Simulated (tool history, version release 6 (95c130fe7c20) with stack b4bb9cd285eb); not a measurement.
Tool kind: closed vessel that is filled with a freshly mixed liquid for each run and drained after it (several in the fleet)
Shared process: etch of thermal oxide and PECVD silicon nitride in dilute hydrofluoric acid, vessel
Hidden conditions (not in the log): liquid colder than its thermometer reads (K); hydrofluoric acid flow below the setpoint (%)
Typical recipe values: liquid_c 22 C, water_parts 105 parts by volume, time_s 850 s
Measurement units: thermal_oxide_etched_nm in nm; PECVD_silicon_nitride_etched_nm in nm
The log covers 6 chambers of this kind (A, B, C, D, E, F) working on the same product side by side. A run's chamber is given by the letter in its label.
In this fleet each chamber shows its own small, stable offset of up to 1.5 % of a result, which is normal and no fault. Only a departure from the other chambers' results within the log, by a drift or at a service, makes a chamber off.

run    day  liquid_c  water_parts  time_s  hours since the thermometer was replaced  hours since the hydrofluoric acid flow meter was replaced  read-back film thickness of the thermal oxide reference wafer, read on the same gauge (nm)  read-back film thickness of the PECVD silicon nitride reference wafer, read on the same gauge (nm)  thermal_oxide_etched_nm  PECVD_silicon_nitride_etched_nm
 1F  0.183        22          105     850                                    1879.1                                                      647.3                                                                                      89.955                                                                                              69.987                   36.278                            13.69
 2E  0.354        22          105     850                                     216.8                                                        237                                                                                      89.963                                                                                              70.015                   35.953                           14.035
 3C    0.5        22          105     850                                     302.1                                                     1688.6                                                                                      89.967                                                                                               69.98                   36.163                           13.882
 4D  0.625        22          105     850                                     985.3                                                     2149.3                                                                                      89.998                                                                                              69.983                   35.154                           13.858
 5A  0.833        22          105     850                                      40.1                                                      624.4                                                                                       89.99                                                                                              69.989                   36.486                           13.831
 6B      1        22          105     850                                     482.7                                                      141.1                                                                                      89.998                                                                                              70.023                   35.753                            13.96
 7B  1.117        22          105     425                                     485.5                                                      143.9                                                                                      90.026                                                                                              70.014                   17.886                           6.9534
 8C  1.304        22          105     425                                     321.4                                                     1707.9                                                                                      90.006                                                                                              69.962                   17.972                           6.9161
 9F  1.425        22          105     425                                    1908.9                                                      677.1                                                                                      90.026                                                                                              69.996                   17.652                           6.9306
10E  1.604        22          105     425                                     246.8                                                        267                                                                                      90.012                                                                                              69.974                   17.671                           6.9584
11D  1.717        22          105     425                                    1011.5                                                     2175.5                                                                                      90.007                                                                                              70.003                   17.671                           7.0241
12A  1.858        22          105     425                                      64.7                                                        649                                                                                       89.98                                                                                              69.976                   17.873                           6.9276
13D  2.025        22          105     850                                    1018.9                                                     2182.9                                                                                      90.022                                                                                              69.975                    35.71                            13.72
14C  2.196        22          105     850                                     342.8                                                     1729.3                                                                                      90.003                                                                                              70.007                   35.761                           13.803
15F    2.3        22          105     850                                    1929.9                                                      698.1                                                                                      90.012                                                                                              70.018                    36.14                           13.789
16B  2.454        22          105     850                                     517.6                                                        176                                                                                      89.993                                                                                              69.989                   35.998                           13.939
17E  2.667        22          105     850                                     272.3                                                      292.5                                                                                       89.99                                                                                              69.982                   36.093                           14.116
18A  2.867        22          105     850                                      88.9                                                      673.2                                                                                       90.02                                                                                              69.983                   35.812                            13.96
19A  3.017        22          105     850                                      92.5                                                      676.8                                                                                      90.011                                                                                              70.027                   36.265                           13.782
20D  3.121        22          105     850                                    1045.2                                                     2209.2                                                                                      89.982                                                                                              69.971                   35.558                           13.884
21B  3.312        22          105     850                                     538.2                                                      196.6                                                                                      89.982                                                                                              70.002                   35.973                            13.92
22C  3.492        22          105     850                                     373.9                                                     1760.4                                                                                      89.992                                                                                              69.962                   35.937                           13.852
23F  3.708        22          105     850                                    1963.7                                                      731.9                                                                                       89.99                                                                                              70.033                   35.225                           13.811
     3.775  -- chamber D: hydrofluoric acid flow meter replaced
24E  3.842        22          105     850                                     300.5                                                      320.7                                                                                      90.011                                                                                                  70                   35.543                           13.936
25C  4.067        22          105     850                                     387.7                                                     1774.2                                                                                      90.036                                                                                              69.964                   35.516                           13.756
26B  4.233        22          105     850                                     560.3                                                      218.7                                                                                      90.039                                                                                               69.99                   36.084                           14.033
27F  4.392        22          105     850                                    1980.1                                                      748.3                                                                                      89.985                                                                                              69.972                   35.674                           13.892
28A  4.533        22          105     850                                     128.9                                                      713.2                                                                                      90.006                                                                                              70.013                   35.756                           13.888
29D  4.729        22          105     850                                    1083.8                                                         23                                                                                      89.996                                                                                              70.042                   35.418                           14.103
30E  4.875        22          105     850                                     325.3                                                      345.5                                                                                      89.999                                                                                              70.001                   35.582                           13.983
31E  5.042        22          105     850                                     329.3                                                      349.5                                                                                      89.955                                                                                              69.955                   36.051                           14.028
32F  5.271        22          105     850                                    2001.2                                                      769.4                                                                                      90.021                                                                                               69.95                   35.366                           13.866
33D  5.446        22          105     850                                      1101                                                       40.2                                                                                      90.007                                                                                              69.953                   35.403                           14.215
34B   5.65        22           60     850                                     594.3                                                      252.7                                                                                      89.985                                                                                              70.011                   64.482                           23.892
35C   5.85        22           60     850                                     430.5                                                       1817                                                                                      90.013                                                                                               70.01                   66.387                           24.225
36A  5.958        22           60     850                                     163.1                                                      747.4                                                                                      89.975                                                                                              70.002                   66.346                           24.412
37A  6.062        22           60     850                                     165.6                                                      749.9                                                                                       89.96                                                                                              69.998                   66.821                           24.406
38E  6.275        22           60     850                                     358.9                                                      379.1                                                                                      89.983                                                                                              69.972                   66.153                           24.274
39D  6.408        22           60     850                                    1124.1                                                       63.3                                                                                      89.989                                                                                              70.018                   66.402                           24.592
40C  6.633        22          105     850                                     449.3                                                     1835.8                                                                                      90.027                                                                                              69.995                   35.837                           13.944
41F  6.767        22          105     850                                    2037.1                                                      805.3                                                                                      90.005                                                                                              70.013                   35.306                           13.813

Has any chamber moved away from the others, gradually or after a service, or does the common gauge drift, or do the chambers differ only by their own small steady offsets? State the chamber and the most likely cause if one applies.

Neither any chamber nor the gauge drifts; the chambers differ only by their own small, steady offsets.

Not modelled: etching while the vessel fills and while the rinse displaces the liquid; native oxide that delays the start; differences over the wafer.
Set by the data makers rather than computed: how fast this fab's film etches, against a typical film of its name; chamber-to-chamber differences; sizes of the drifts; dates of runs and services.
